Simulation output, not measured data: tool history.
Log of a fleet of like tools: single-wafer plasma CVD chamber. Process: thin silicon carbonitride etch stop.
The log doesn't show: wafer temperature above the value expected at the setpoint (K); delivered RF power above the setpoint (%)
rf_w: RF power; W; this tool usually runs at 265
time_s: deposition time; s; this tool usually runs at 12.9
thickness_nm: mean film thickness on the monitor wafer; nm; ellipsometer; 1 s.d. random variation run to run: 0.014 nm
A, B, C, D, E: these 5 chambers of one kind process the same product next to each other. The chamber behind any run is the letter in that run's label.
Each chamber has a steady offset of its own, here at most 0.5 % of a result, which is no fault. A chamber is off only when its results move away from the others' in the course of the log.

run	hour	rf_w	time_s	hours since the last thermocouple change	hours since the last RF generator calibration	read-back reference wafer on the same gauge, thickness_nm	thickness_nm
1D	6.7	265	12.9	1140.5	238.8	6.6253	7.9597
2E	15.3	265	12.9	1130.5	191.3	6.6309	7.9648
# hour 16.3: chamber E: thermocouple changed; heater temperature recalibrated
3C	19.5	265	12.9	1394.3	1071.2	6.6264	8.0407
4A	27.9	265	12.9	972.6	1859	6.6283	7.9907
5B	33.9	265	12.9	1073.5	1207.6	6.6233	8.008
6D	40.3	265	12.9	1174.1	272.4	6.6246	7.9626
7E	44.1	290	14.6	27.9	220.1	6.6226	9.2802
8A	51.7	290	14.6	996.4	1882.8	6.6198	9.2687
9C	57.3	290	14.6	1432.1	1109	6.6185	9.3275
10B	61	290	14.6	1100.6	1234.7	6.6213	9.3364
11D	69.8	290	14.6	1203.6	301.9	6.6187	9.285
12A	75.9	265	12.9	1020.6	1907	6.618	7.9715
13C	83.3	265	12.9	1458.1	1135	6.6192	8.0264
14E	90.6	265	12.9	74.4	266.6	6.6172	7.9356
15B	97.6	265	12.9	1137.2	1271.3	6.6147	8.0085
16C	106.2	265	12.9	1481	1157.9	6.6112	8.0109
17E	112.9	265	12.9	96.7	288.9	6.6118	7.9597
18B	119.1	265	12.9	1158.7	1292.8	6.609	8.0066
19A	126.7	265	12.9	1071.4	1957.8	6.6126	7.962
20D	134.4	265	12.9	1268.2	366.5	6.6079	7.9445
21E	139.1	265	12.9	122.9	315.1	6.6083	7.9642
22D	147.4	265	12.9	1281.2	379.5	6.6097	7.956
23C	152.5	265	12.9	1527.3	1204.2	6.6057	8.0019
24B	159.4	265	12.9	1199	1333.1	6.6049	7.9965
25A	167.5	265	12.9	1112.2	1998.6	6.6032	7.9822
26C	174.9	265	12.9	1549.7	1226.6	6.6041	8.0215
27E	182.8	265	12.9	166.6	358.8	6.5983	7.9372
28D	188.2	265	12.9	1322	420.3	6.6025	7.9193
29B	196.5	265	12.9	1236.1	1370.2	6.6014	8.005
30A	200.6	265	12.9	1145.3	2031.7	6.5955	7.9546
31B	206.8	265	12.9	1246.4	1380.5	6.597	7.9735
32C	214.4	265	12.9	1589.2	1266.1	6.5961	8.0038
# hour 218.9: chamber C: RF generator calibrated
33A	220.6	225	11.2	1165.3	2051.7	6.5945	6.5693
34E	229	225	11.2	212.8	405	6.5945	6.526
35D	234.3	225	11.2	1368.1	466.4	6.5944	6.519
36B	242.8	225	11.2	1282.4	1416.5	6.5924	6.5835
37A	247.6	225	11.2	1192.3	2078.7	6.5903	6.5605
38D	252.4	245	12.1	1386.2	484.5	6.5893	7.2633
39E	257.7	245	12.1	241.5	433.7	6.5917	7.2583
40C	265.9	245	12.1	1640.7	47.1	6.5876	7.3035
41B	274	245	12.1	1313.6	1447.7	6.5879	7.3056
42E	278.2	245	12.1	262	454.2	6.5866	7.2541
43C	282.5	265	12.9	1657.3	63.7	6.5835	7.9713
44D	290	265	12.9	1423.8	522.1	6.5881	7.9171

Does one chamber stand apart from the rest, does the shared gauge drift, or is all well apart from small per-chamber offsets? Give the chamber and the most likely cause, where there is one.

The shared gauge is drifting. All chambers look as if they move in step, but none is off.
Likeliest cause: gauge reads low (%) = 0.692.
